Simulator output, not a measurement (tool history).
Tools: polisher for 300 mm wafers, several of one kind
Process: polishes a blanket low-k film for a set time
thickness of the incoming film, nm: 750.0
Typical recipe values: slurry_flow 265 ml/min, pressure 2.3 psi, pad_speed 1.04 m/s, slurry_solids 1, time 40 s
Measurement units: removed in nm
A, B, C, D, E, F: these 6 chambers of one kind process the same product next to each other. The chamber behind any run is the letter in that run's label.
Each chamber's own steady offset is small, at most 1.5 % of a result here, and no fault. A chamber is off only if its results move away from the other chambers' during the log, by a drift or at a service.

| run | hour | slurry_flow | pressure | pad_speed | slurry_solids | time | removed |
|---|---|---|---|---|---|---|---|
|  | 7.7 | chamber F: conditioning disc replaced and pad reconditioned |
| 1F | 9.1 | 265 | 2.3 | 1.04 | 1 | 40 | 24.674 |
|  | 13 | chamber F: worn pad replaced by a new one |
| 2D | 16.1 | 265 | 2.3 | 1.04 | 1 | 40 | 23.686 |
| 3E | 26.3 | 265 | 2.3 | 1.04 | 1 | 40 | 24.49 |
|  | 32.3 | chamber C: worn pad replaced by a new one |
| 4C | 36.7 | 265 | 2.3 | 1.04 | 1 | 40 | 24.484 |
|  | 37.2 | chamber A: worn pad replaced by a new one |
| 5B | 42.9 | 265 | 2.3 | 1.04 | 1 | 40 | 24.018 |
| 6A | 49.9 | 265 | 2.3 | 1.04 | 1 | 40 | 24.56 |
|  | 55.8 | chamber A: conditioning disc replaced and pad reconditioned |
|  | 62.1 | chamber B: worn pad replaced by a new one |
| 7B | 62.5 | 265 | 2.3 | 1.04 | 1 | 40 | 24.1 |
|  | 64.2 | chamber E: conditioning disc replaced and pad reconditioned |
|  | 67.3 | chamber D: slurry blender recalibrated |
|  | 69.1 | chamber F: slurry blender recalibrated |
|  | 72.9 | chamber E: slurry nozzle cleaned |
| 8E | 74.5 | 265 | 2.3 | 1.04 | 1 | 40 | 24.171 |
| 9F | 80.9 | 265 | 2.3 | 1.28 | 1.2 | 40 | 31.793 |
|  | 81.5 | chamber E: worn pad replaced by a new one |
| 10A | 86.8 | 265 | 2.3 | 1.28 | 1.2 | 40 | 30.795 |
|  | 92.3 | chamber F: worn pad replaced by a new one |
| 11C | 93.8 | 265 | 2.3 | 1.28 | 1.2 | 40 | 31.3 |
| 12D | 102.4 | 265 | 2.3 | 1.28 | 1.2 | 40 | 31.177 |
| 13B | 108.3 | 265 | 2.3 | 1.28 | 1.2 | 40 | 30.947 |
|  | 109 | chamber D: head pressure recalibrated |
|  | 109.2 | chamber B: slurry blender recalibrated |
| 14D | 120.7 | 265 | 2.3 | 1.28 | 1.2 | 40 | 30.373 |
| 15A | 128.8 | 265 | 2.3 | 1.04 | 1 | 40 | 24.146 |
| 16C | 137.5 | 265 | 2.3 | 1.04 | 1 | 40 | 24.216 |
|  | 144.7 | chamber B: worn pad replaced by a new one |
|  | 145 | chamber F: conditioning disc replaced and pad reconditioned |
| 17F | 147.7 | 265 | 2.3 | 1.04 | 1 | 40 | 24.069 |
| 18E | 158.5 | 265 | 2.3 | 1.04 | 1 | 40 | 24.434 |
|  | 159.7 | chamber C: worn pad replaced by a new one |
| 19C | 171.3 | 265 | 2.3 | 1.04 | 1.2 | 40 | 26.11 |
|  | 174.9 | chamber F: worn pad replaced by a new one |
|  | 180.1 | chamber E: slurry blender recalibrated |
|  | 182.1 | chamber E: worn pad replaced by a new one |
| 20B | 184.5 | 265 | 2.3 | 1.04 | 1.2 | 40 | 26.223 |
|  | 185.2 | chamber E: conditioning disc replaced and pad reconditioned |
|  | 187 | chamber A: worn pad replaced by a new one |
| 21E | 190.9 | 265 | 2.3 | 1.04 | 1.2 | 40 | 26.029 |
|  | 194.9 | chamber F: slurry blender recalibrated |
|  | 196.2 | chamber A: slurry blender recalibrated |
| 22F | 203.6 | 265 | 2.3 | 1.04 | 1.2 | 40 | 25.956 |
| 23D | 214.5 | 265 | 2.3 | 1.04 | 1.2 | 40 | 24.964 |
|  | 225.9 | chamber B: worn pad replaced by a new one |
| 24A | 226.9 | 265 | 2.3 | 1.04 | 1.2 | 40 | 26.373 |
| 25A | 236.9 | 265 | 2.3 | 1.04 | 1 | 40 | 24.427 |
|  | 237.5 | chamber B: slurry blender recalibrated |
|  | 242.2 | chamber F: worn pad replaced by a new one |
|  | 243.1 | chamber F: head pressure recalibrated |
|  | 244.2 | chamber C: conditioning disc replaced and pad reconditioned |
|  | 246 | chamber D: conditioning disc replaced and pad reconditioned |
| 26B | 246.3 | 265 | 2.3 | 1.04 | 1 | 40 | 24.226 |
|  | 253.6 | chamber F: slurry nozzle cleaned |
| 27E | 255.9 | 265 | 2.3 | 1.04 | 1 | 40 | 24.004 |
| 28C | 263.6 | 265 | 2.3 | 1.04 | 1 | 40 | 24.13 |
| 29F | 275.4 | 265 | 2.3 | 1.04 | 1 | 40 | 23.853 |
|  | 277.3 | chamber F: conditioning disc replaced and pad reconditioned |
|  | 281.5 | chamber E: worn pad replaced by a new one |
| 30D | 281.8 | 325 | 2.3 | 1.04 | 1 | 40 | 22.769 |
|  | 289.2 | chamber B: worn pad replaced by a new one |
|  | 291.9 | chamber D: slurry blender recalibrated |
| 31A | 292.1 | 325 | 2.3 | 1.04 | 1 | 40 | 25.016 |
|  | 295.4 | chamber C: worn pad replaced by a new one |
| 32E | 300 | 325 | 2.3 | 1.04 | 1 | 40 | 24.868 |
| 33D | 310.7 | 325 | 2.3 | 1.04 | 1 | 40 | 22.876 |
|  | 321.3 | chamber F: worn pad replaced by a new one |
| 34C | 322 | 325 | 2.3 | 1.04 | 1 | 40 | 24.845 |
| 35F | 328.1 | 325 | 2.3 | 1.04 | 1 | 40 | 24.506 |
|  | 331.9 | chamber A: worn pad replaced by a new one |
| 36B | 337.5 | 265 | 2.3 | 1.04 | 1 | 40 | 24.163 |
|  | 344.5 | chamber B: slurry blender recalibrated |
| 37A | 348.9 | 265 | 2.3 | 1.04 | 1 | 40 | 24.656 |
| 38B | 360.5 | 265 | 2.3 | 1.04 | 1 | 40 | 24.503 |
| 39D | 368.3 | 265 | 2.3 | 1.04 | 1 | 40 | 22.149 |

Predict what each chamber gives when all 6 of them run the settings below next.
| 40A | 377.9 | 265 | 2.3 | 1.04 | 1 | 40 | ? |
| 40B | 377.9 | 265 | 2.3 | 1.04 | 1 | 40 | ? |
| 40C | 377.9 | 265 | 2.3 | 1.04 | 1 | 40 | ? |
| 40D | 377.9 | 265 | 2.3 | 1.04 | 1 | 40 | ? |
| 40E | 377.9 | 265 | 2.3 | 1.04 | 1 | 40 | ? |
| 40F | 377.9 | 265 | 2.3 | 1.04 | 1 | 40 | ? |

| run | removed |
|---|---|
| 40A | 24.43 |
| 40B | 24.432 |
| 40C | 24.063 |
| 40D | 21.688 |
| 40E | 23.529 |
| 40F | 24.267 |

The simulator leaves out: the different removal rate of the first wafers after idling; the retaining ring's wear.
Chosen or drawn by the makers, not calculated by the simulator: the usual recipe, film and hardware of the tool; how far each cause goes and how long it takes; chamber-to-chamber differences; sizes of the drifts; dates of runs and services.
